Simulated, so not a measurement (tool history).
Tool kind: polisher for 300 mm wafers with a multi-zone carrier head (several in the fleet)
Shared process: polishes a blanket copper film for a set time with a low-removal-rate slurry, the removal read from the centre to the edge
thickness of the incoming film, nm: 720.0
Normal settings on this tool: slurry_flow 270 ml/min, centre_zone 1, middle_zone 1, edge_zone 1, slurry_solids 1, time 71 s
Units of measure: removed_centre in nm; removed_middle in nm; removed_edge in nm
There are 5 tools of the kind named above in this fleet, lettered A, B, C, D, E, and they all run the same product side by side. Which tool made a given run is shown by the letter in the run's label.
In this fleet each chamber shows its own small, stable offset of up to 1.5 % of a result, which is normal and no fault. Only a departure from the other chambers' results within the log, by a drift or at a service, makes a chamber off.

{"hour": 2.8, "done": "chamber A: edge zone pressure recalibrated"}
{"run": "1C", "hour": 7.0, "slurry_flow": 270, "centre_zone": 1, "middle_zone": 1, "edge_zone": 1, "slurry_solids": 1, "time": 71, "removed_centre": 126.22, "removed_middle": 127.49, "removed_edge": 124.12}
{"run": "2B", "hour": 13.4, "slurry_flow": 270, "centre_zone": 1, "middle_zone": 1, "edge_zone": 1, "slurry_solids": 1, "time": 71, "removed_centre": 125.17, "removed_middle": 125.7, "removed_edge": 127.47}
{"run": "3E", "hour": 19.7, "slurry_flow": 270, "centre_zone": 1, "middle_zone": 1, "edge_zone": 1, "slurry_solids": 1, "time": 71, "removed_centre": 127.54, "removed_middle": 127.06, "removed_edge": 129.38}
{"hour": 21.6, "done": "chamber A: centre zone pressure recalibrated"}
{"run": "4D", "hour": 27.6, "slurry_flow": 270, "centre_zone": 1, "middle_zone": 1, "edge_zone": 1, "slurry_solids": 1, "time": 71, "removed_centre": 126.87, "removed_middle": 129.22, "removed_edge": 126.85}
{"run": "5A", "hour": 36.7, "slurry_flow": 340, "centre_zone": 1, "middle_zone": 1, "edge_zone": 1, "slurry_solids": 0.85, "time": 71, "removed_centre": 126.64, "removed_middle": 125.47, "removed_edge": 127.96}
{"hour": 41.2, "done": "chamber D: slurry nozzle cleaned"}
{"run": "6A", "hour": 44.0, "slurry_flow": 340, "centre_zone": 1, "middle_zone": 1, "edge_zone": 1, "slurry_solids": 0.85, "time": 71, "removed_centre": 128.27, "removed_middle": 125.73, "removed_edge": 126.51}
{"run": "7E", "hour": 52.8, "slurry_flow": 340, "centre_zone": 1, "middle_zone": 1, "edge_zone": 1, "slurry_solids": 0.85, "time": 71, "removed_centre": 125.86, "removed_middle": 127.64, "removed_edge": 126.46}
{"hour": 57.8, "done": "chamber E: worn pad replaced by a new one"}
{"run": "8D", "hour": 60.9, "slurry_flow": 340, "centre_zone": 1, "middle_zone": 1, "edge_zone": 1, "slurry_solids": 0.85, "time": 71, "removed_centre": 122.68, "removed_middle": 125.06, "removed_edge": 124.59}
{"run": "9B", "hour": 67.5, "slurry_flow": 340, "centre_zone": 1, "middle_zone": 1, "edge_zone": 1, "slurry_solids": 0.85, "time": 71, "removed_centre": 125.89, "removed_middle": 123.37, "removed_edge": 125.04}
{"run": "10C", "hour": 72.0, "slurry_flow": 270, "centre_zone": 1, "middle_zone": 1, "edge_zone": 1, "slurry_solids": 1, "time": 71, "removed_centre": 128.25, "removed_middle": 127.86, "removed_edge": 127.71}
{"hour": 75.1, "done": "chamber D: edge zone pressure recalibrated"}
{"run": "11B", "hour": 76.3, "slurry_flow": 270, "centre_zone": 1, "middle_zone": 1, "edge_zone": 1, "slurry_solids": 1, "time": 71, "removed_centre": 127.58, "removed_middle": 124.35, "removed_edge": 126.58}
{"run": "12E", "hour": 83.9, "slurry_flow": 270, "centre_zone": 1, "middle_zone": 1, "edge_zone": 1, "slurry_solids": 1, "time": 71, "removed_centre": 126.67, "removed_middle": 129.77, "removed_edge": 126.34}
{"hour": 88.6, "done": "chamber E: centre zone pressure recalibrated"}
{"run": "13C", "hour": 89.7, "slurry_flow": 270, "centre_zone": 1, "middle_zone": 1, "edge_zone": 1, "slurry_solids": 1, "time": 71, "removed_centre": 127.06, "removed_middle": 124.87, "removed_edge": 125.71}
{"hour": 90.4, "done": "chamber B: worn pad replaced by a new one"}
{"hour": 93.2, "done": "chamber A: worn pad replaced by a new one"}
{"hour": 93.5, "done": "chamber B: edge zone pressure recalibrated"}
{"run": "14D", "hour": 97.4, "slurry_flow": 270, "centre_zone": 1, "middle_zone": 1, "edge_zone": 1, "slurry_solids": 1, "time": 71, "removed_centre": 122.74, "removed_middle": 123.75, "removed_edge": 123.33}
{"hour": 100.6, "done": "chamber A: slurry nozzle cleaned"}
{"hour": 100.7, "done": "chamber B: centre zone pressure recalibrated"}
{"run": "15A", "hour": 107.0, "slurry_flow": 270, "centre_zone": 1, "middle_zone": 1, "edge_zone": 1, "slurry_solids": 1, "time": 71, "removed_centre": 126.98, "removed_middle": 125.16, "removed_edge": 126.35}
{"hour": 109.2, "done": "chamber C: worn pad replaced by a new one"}
{"run": "16B", "hour": 113.8, "slurry_flow": 270, "centre_zone": 1, "middle_zone": 1.04, "edge_zone": 1, "slurry_solids": 1, "time": 71, "removed_centre": 126.79, "removed_middle": 129.44, "removed_edge": 127.56}
{"run": "17D", "hour": 120.7, "slurry_flow": 270, "centre_zone": 1, "middle_zone": 1.04, "edge_zone": 1, "slurry_solids": 1, "time": 71, "removed_centre": 120.31, "removed_middle": 127.86, "removed_edge": 122.55}
{"run": "18E", "hour": 126.1, "slurry_flow": 270, "centre_zone": 1, "middle_zone": 1.04, "edge_zone": 1, "slurry_solids": 1, "time": 71, "removed_centre": 126, "removed_middle": 131.84, "removed_edge": 127.66}
{"run": "19A", "hour": 130.6, "slurry_flow": 270, "centre_zone": 1, "middle_zone": 1.04, "edge_zone": 1, "slurry_solids": 1, "time": 71, "removed_centre": 128.22, "removed_middle": 129.82, "removed_edge": 127.38}
{"run": "20C", "hour": 139.1, "slurry_flow": 270, "centre_zone": 1, "middle_zone": 1.04, "edge_zone": 1, "slurry_solids": 1, "time": 71, "removed_centre": 126.37, "removed_middle": 132.66, "removed_edge": 124}
{"run": "21D", "hour": 144.0, "slurry_flow": 270, "centre_zone": 1, "middle_zone": 1.05, "edge_zone": 1, "slurry_solids": 0.7, "time": 71, "removed_centre": 112.95, "removed_middle": 118.78, "removed_edge": 114.54}
{"hour": 144.3, "done": "chamber E: slurry nozzle cleaned"}
{"run": "22B", "hour": 152.4, "slurry_flow": 270, "centre_zone": 1, "middle_zone": 1.05, "edge_zone": 1, "slurry_solids": 0.7, "time": 71, "removed_centre": 118.4, "removed_middle": 120.28, "removed_edge": 117.82}
{"run": "23A", "hour": 161.1, "slurry_flow": 270, "centre_zone": 1, "middle_zone": 1.05, "edge_zone": 1, "slurry_solids": 0.7, "time": 71, "removed_centre": 118.03, "removed_middle": 121.23, "removed_edge": 121.13}
{"hour": 168.5, "done": "chamber E: edge zone pressure recalibrated"}
{"run": "24C", "hour": 170.7, "slurry_flow": 270, "centre_zone": 1, "middle_zone": 1.05, "edge_zone": 1, "slurry_solids": 0.7, "time": 71, "removed_centre": 119.61, "removed_middle": 124.89, "removed_edge": 117.37}
{"hour": 178.3, "done": "chamber E: worn pad replaced by a new one"}
{"run": "25E", "hour": 179.2, "slurry_flow": 270, "centre_zone": 1, "middle_zone": 1.05, "edge_zone": 1, "slurry_solids": 0.7, "time": 71, "removed_centre": 118.08, "removed_middle": 123.18, "removed_edge": 119.16}
{"run": "26C", "hour": 188.7, "slurry_flow": 270, "centre_zone": 1, "middle_zone": 1, "edge_zone": 1, "slurry_solids": 1, "time": 71, "removed_centre": 126.47, "removed_middle": 128.69, "removed_edge": 125.63}
{"run": "27D", "hour": 194.8, "slurry_flow": 270, "centre_zone": 1, "middle_zone": 1, "edge_zone": 1, "slurry_solids": 1, "time": 71, "removed_centre": 118.03, "removed_middle": 118.45, "removed_edge": 118.27}
{"run": "28E", "hour": 199.4, "slurry_flow": 270, "centre_zone": 1, "middle_zone": 1, "edge_zone": 1, "slurry_solids": 1, "time": 71, "removed_centre": 126.75, "removed_middle": 127.3, "removed_edge": 127.3}
{"run": "29A", "hour": 208.6, "slurry_flow": 270, "centre_zone": 1, "middle_zone": 1, "edge_zone": 1, "slurry_solids": 1, "time": 71, "removed_centre": 127.15, "removed_middle": 125.1, "removed_edge": 127.91}
{"hour": 213.3, "done": "chamber B: worn pad replaced by a new one"}
{"run": "30B", "hour": 218.0, "slurry_flow": 270, "centre_zone": 1, "middle_zone": 1, "edge_zone": 1, "slurry_solids": 1, "time": 71, "removed_centre": 125.83, "removed_middle": 126.1, "removed_edge": 126.3}

For the next run the whole fleet of 5 chambers uses the same settings. Give each chamber's results:
{"run": "31A", "hour": 224.9, "slurry_flow": 270, "centre_zone": 1, "middle_zone": 1, "edge_zone": 1, "slurry_solids": 1, "time": 58, "removed_centre": "?", "removed_middle": "?", "removed_edge": "?"}
{"run": "31B", "hour": 224.9, "slurry_flow": 270, "centre_zone": 1, "middle_zone": 1, "edge_zone": 1, "slurry_solids": 1, "time": 58, "removed_centre": "?", "removed_middle": "?", "removed_edge": "?"}
{"run": "31C", "hour": 224.9, "slurry_flow": 270, "centre_zone": 1, "middle_zone": 1, "edge_zone": 1, "slurry_solids": 1, "time": 58, "removed_centre": "?", "removed_middle": "?", "removed_edge": "?"}
{"run": "31D", "hour": 224.9, "slurry_flow": 270, "centre_zone": 1, "middle_zone": 1, "edge_zone": 1, "slurry_solids": 1, "time": 58, "removed_centre": "?", "removed_middle": "?", "removed_edge": "?"}
{"run": "31E", "hour": 224.9, "slurry_flow": 270, "centre_zone": 1, "middle_zone": 1, "edge_zone": 1, "slurry_solids": 1, "time": 58, "removed_centre": "?", "removed_middle": "?", "removed_edge": "?"}

run=31A removed_centre=104.44 removed_middle=104.07 removed_edge=103.89
run=31B removed_centre=104.81 removed_middle=102.31 removed_edge=105.5
run=31C removed_centre=104.92 removed_middle=103.04 removed_edge=103.38
run=31D removed_centre=95.022 removed_middle=96.118 removed_edge=96.167
run=31E removed_centre=103.41 removed_middle=104.01 removed_edge=103.29
